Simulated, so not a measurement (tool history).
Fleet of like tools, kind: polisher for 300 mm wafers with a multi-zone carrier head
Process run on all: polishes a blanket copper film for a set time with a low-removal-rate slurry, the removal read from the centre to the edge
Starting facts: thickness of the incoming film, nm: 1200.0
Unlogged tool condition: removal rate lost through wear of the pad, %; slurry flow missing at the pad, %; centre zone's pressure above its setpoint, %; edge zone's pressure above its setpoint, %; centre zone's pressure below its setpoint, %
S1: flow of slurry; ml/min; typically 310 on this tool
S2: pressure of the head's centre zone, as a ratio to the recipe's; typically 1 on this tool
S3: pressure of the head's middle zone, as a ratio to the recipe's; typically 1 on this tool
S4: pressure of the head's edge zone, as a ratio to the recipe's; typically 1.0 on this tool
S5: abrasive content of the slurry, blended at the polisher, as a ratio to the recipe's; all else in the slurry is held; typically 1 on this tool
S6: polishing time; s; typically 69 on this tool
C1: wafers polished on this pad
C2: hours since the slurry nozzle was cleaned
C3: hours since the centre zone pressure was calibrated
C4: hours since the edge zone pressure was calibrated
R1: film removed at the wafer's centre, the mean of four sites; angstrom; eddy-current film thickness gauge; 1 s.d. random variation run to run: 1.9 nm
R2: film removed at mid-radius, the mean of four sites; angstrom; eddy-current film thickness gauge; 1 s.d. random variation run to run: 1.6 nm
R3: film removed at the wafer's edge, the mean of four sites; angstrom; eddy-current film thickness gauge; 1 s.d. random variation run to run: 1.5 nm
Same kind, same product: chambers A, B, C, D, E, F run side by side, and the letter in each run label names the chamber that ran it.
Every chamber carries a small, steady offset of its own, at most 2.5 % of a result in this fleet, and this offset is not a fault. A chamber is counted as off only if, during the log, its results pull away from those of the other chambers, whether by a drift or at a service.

At hour 3.3: chamber A: worn pad replaced by a new one.
Run 1C, hour 3.3: usual settings; C1 437; C2 349.4; C3 473.5; C4 380.7. Result: R1 1330.2 angstrom, R2 1293.7 angstrom, R3 1329.3 angstrom.
Run 2E, hour 9.0: usual settings; C1 312; C2 111.8; C3 543.8; C4 966.9. Result: R1 1349.6 angstrom, R2 1337.0 angstrom, R3 1298.4 angstrom.
At hour 12.4: chamber C: worn pad replaced by a new one.
Run 3B, hour 12.7: usual settings; C1 639; C2 515.1; C3 138.6; C4 926.5. Result: R1 1356.6 angstrom, R2 1307.6 angstrom, R3 1364.3 angstrom.
Run 4A, hour 18.2: usual settings; C1 196; C2 131.2; C3 381.0; C4 364.7. Result: R1 1357.9 angstrom, R2 1337.4 angstrom, R3 1353.0 angstrom.
Run 5D, hour 21.1: usual settings; C1 603; C2 281.5; C3 106.5; C4 801.3. Result: R1 1325.2 angstrom, R2 1328.0 angstrom, R3 1358.1 angstrom.
Run 6F, hour 27.6: usual settings; C1 623; C2 326.6; C3 399.7; C4 242.5. Result: R1 1319.8 angstrom, R2 1320.2 angstrom, R3 1347.2 angstrom.
At hour 27.7: chamber B: worn pad replaced by a new one.
At hour 28.9: chamber E: worn pad replaced by a new one.
Run 7D, hour 32.7: usual settings; C1 755; C2 293.1; C3 118.1; C4 812.9. Result: R1 1344.6 angstrom, R2 1306.2 angstrom, R3 1340.8 angstrom.
At hour 36.6: chamber D: worn pad replaced by a new one.
Run 8A, hour 38.2: usual settings; C1 459; C2 151.2; C3 401.0; C4 384.7. Result: R1 1301.1 angstrom, R2 1346.2 angstrom, R3 1344.6 angstrom.
Run 9F, hour 42.7: usual settings; C1 821; C2 341.7; C3 414.8; C4 257.6. Result: R1 1344.0 angstrom, R2 1312.6 angstrom, R3 1348.0 angstrom.
Run 10E, hour 45.6: usual settings; C1 219; C2 148.4; C3 580.4; C4 1003.5. Result: R1 1307.6 angstrom, R2 1344.2 angstrom, R3 1313.0 angstrom.
Run 11C, hour 51.4: usual settings; C1 512; C2 397.5; C3 521.6; C4 428.8. Result: R1 1350.3 angstrom, R2 1273.1 angstrom, R3 1333.1 angstrom.
At hour 53.1: chamber C: worn pad replaced by a new one.
Run 12B, hour 57.3: usual settings; C1 389; C2 559.7; C3 183.2; C4 971.1. Result: R1 1298.3 angstrom, R2 1280.8 angstrom, R3 1351.0 angstrom.
Run 13E, hour 63.0: usual settings; C1 448; C2 165.8; C3 597.8; C4 1020.9. Result: R1 1349.4 angstrom, R2 1348.1 angstrom, R3 1327.9 angstrom.
Run 14A, hour 67.1: usual settings but S6 92 s; C1 839; C2 180.1; C3 429.9; C4 413.6. Result: R1 1833.9 angstrom, R2 1789.4 angstrom, R3 1806.7 angstrom.
Run 15C, hour 70.9: usual settings but S6 92 s; C1 234; C2 417.0; C3 541.1; C4 448.3. Result: R1 1768.6 angstrom, R2 1735.6 angstrom, R3 1766.1 angstrom.
At hour 74.4: chamber E: worn pad replaced by a new one.
Run 16F, hour 76.9: usual settings but S6 92 s; C1 1270; C2 375.9; C3 449.0; C4 291.8. Result: R1 1815.0 angstrom, R2 1799.9 angstrom, R3 1753.6 angstrom.
At hour 78.7: chamber A: worn pad replaced by a new one.
At hour 78.8: chamber F: worn pad replaced by a new one.
Run 17D, hour 80.8: usual settings but S6 92 s; C1 580; C2 341.2; C3 166.2; C4 861.0. Result: R1 1785.3 angstrom, R2 1777.8 angstrom, R3 1757.6 angstrom.
Run 18B, hour 86.8: usual settings but S6 92 s; C1 777; C2 589.2; C3 212.7; C4 1000.6. Result: R1 1768.1 angstrom, R2 1773.2 angstrom, R3 1798.5 angstrom.
At hour 88.6: chamber C: worn pad replaced by a new one.
Run 19E, hour 91.1: usual settings but S6 92 s; C1 220; C2 193.9; C3 625.9; C4 1049.0. Result: R1 1822.1 angstrom, R2 1737.9 angstrom, R3 1753.6 angstrom.
At hour 91.4: chamber B: worn pad replaced by a new one.
At hour 92.2: chamber E: slurry nozzle cleaned.
Run 20C, hour 94.9: usual settings but S4 0.9; C1 83; C2 441.0; C3 565.1; C4 472.3. Result: R1 1351.7 angstrom, R2 1327.3 angstrom, R3 1274.5 angstrom.
Run 21A, hour 99.4: usual settings but S4 0.9; C1 273; C2 212.4; C3 462.2; C4 445.9. Result: R1 1311.2 angstrom, R2 1353.3 angstrom, R3 1276.0 angstrom.
At hour 99.6: chamber C: centre zone pressure recalibrated.
Run 22D, hour 104.9: usual settings but S4 0.9; C1 897; C2 365.3; C3 190.3; C4 885.1. Result: R1 1350.4 angstrom, R2 1334.8 angstrom, R3 1271.1 angstrom.
Run 23B, hour 109.5: usual settings but S4 0.9; C1 238; C2 611.9; C3 235.4; C4 1023.3. Result: R1 1317.8 angstrom, R2 1316.4 angstrom, R3 1286.9 angstrom.
At hour 111.6: chamber D: worn pad replaced by a new one.
At hour 112.0: chamber E: worn pad replaced by a new one.
Run 24F, hour 115.8: usual settings but S4 0.9; C1 487; C2 414.8; C3 487.9; C4 330.7. Result: R1 1385.9 angstrom, R2 1337.4 angstrom, R3 1267.3 angstrom.
Run 25F, hour 118.8: usual settings but S4 0.9; C1 526; C2 417.8; C3 490.9; C4 333.7. Result: R1 1344.8 angstrom, R2 1330.8 angstrom, R3 1256.0 angstrom.
Run 26D, hour 122.2: usual settings; C1 139; C2 382.6; C3 207.6; C4 902.4. Result: R1 1307.8 angstrom, R2 1335.8 angstrom, R3 1337.8 angstrom.
At hour 124.4: chamber C: worn pad replaced by a new one.
Run 27E, hour 126.2: usual settings but S1 270 ml/min; C1 187; C2 34.0; C3 661.0; C4 1084.1. Result: R1 1344.9 angstrom, R2 1316.9 angstrom, R3 1286.5 angstrom.
At hour 128.1: chamber A: edge zone pressure recalibrated.
Run 28B, hour 129.6: usual settings but S1 270 ml/min; C1 502; C2 632.0; C3 255.5; C4 1043.4. Result: R1 1287.1 angstrom, R2 1311.5 angstrom, R3 1344.4 angstrom.
Run 29C, hour 132.7: usual settings but S1 270 ml/min; C1 109; C2 478.8; C3 33.2; C4 510.1. Result: R1 1225.9 angstrom, R2 1258.2 angstrom, R3 1326.3 angstrom.
Run 30A, hour 137.9: usual settings but S1 270 ml/min; C1 779; C2 250.9; C3 500.7; C4 9.9. Result: R1 1321.4 angstrom, R2 1322.1 angstrom, R3 1353.5 angstrom.
Run 31E, hour 141.8: usual settings but S1 270 ml/min; C1 392; C2 49.6; C3 676.6; C4 1099.7. Result: R1 1305.6 angstrom, R2 1325.7 angstrom, R3 1303.3 angstrom.
Run 32D, hour 147.3: usual settings but S1 270 ml/min; C1 469; C2 407.7; C3 232.7; C4 927.5. Result: R1 1321.0 angstrom, R2 1315.3 angstrom, R3 1296.9 angstrom.
At hour 149.1: chamber B: worn pad replaced by a new one.
Run 33B, hour 151.1: usual settings; C1 27; C2 653.5; C3 277.0; C4 1064.9. Result: R1 1328.3 angstrom, R2 1345.8 angstrom, R3 1333.4 angstrom.
Run 34C, hour 156.3: usual settings; C1 419; C2 502.4; C3 56.8; C4 533.7. Result: R1 1220.5 angstrom, R2 1292.5 angstrom, R3 1314.7 angstrom.
Run 35F, hour 161.4: usual settings; C1 1086; C2 460.4; C3 533.5; C4 376.3. Result: R1 1324.7 angstrom, R2 1344.1 angstrom, R3 1319.6 angstrom.
Run 36A, hour 164.3: usual settings; C1 1125; C2 277.3; C3 527.1; C4 36.3. Result: R1 1350.7 angstrom, R2 1325.2 angstrom, R3 1351.5 angstrom.

Next, all 6 chambers run the settings below, one line each with question marks for the results. What does each chamber give?
Run 37A, hour 168.9: usual settings. Result: R1 ?, R2 ?, R3 ?.
Run 37B, hour 168.9: usual settings. Result: R1 ?, R2 ?, R3 ?.
Run 37C, hour 168.9: usual settings. Result: R1 ?, R2 ?, R3 ?.
Run 37D, hour 168.9: usual settings. Result: R1 ?, R2 ?, R3 ?.
Run 37E, hour 168.9: usual settings. Result: R1 ?, R2 ?, R3 ?.
Run 37F, hour 168.9: usual settings. Result: R1 ?, R2 ?, R3 ?.

run      R1      R2      R3
37A  1347.3  1330.3  1339.8
37B  1318.0  1307.8  1350.4
37C  1256.1  1293.0  1325.7
37D  1319.8  1324.8  1334.2
37E  1329.3  1317.4  1296.0
37F  1328.9  1329.5  1339.6

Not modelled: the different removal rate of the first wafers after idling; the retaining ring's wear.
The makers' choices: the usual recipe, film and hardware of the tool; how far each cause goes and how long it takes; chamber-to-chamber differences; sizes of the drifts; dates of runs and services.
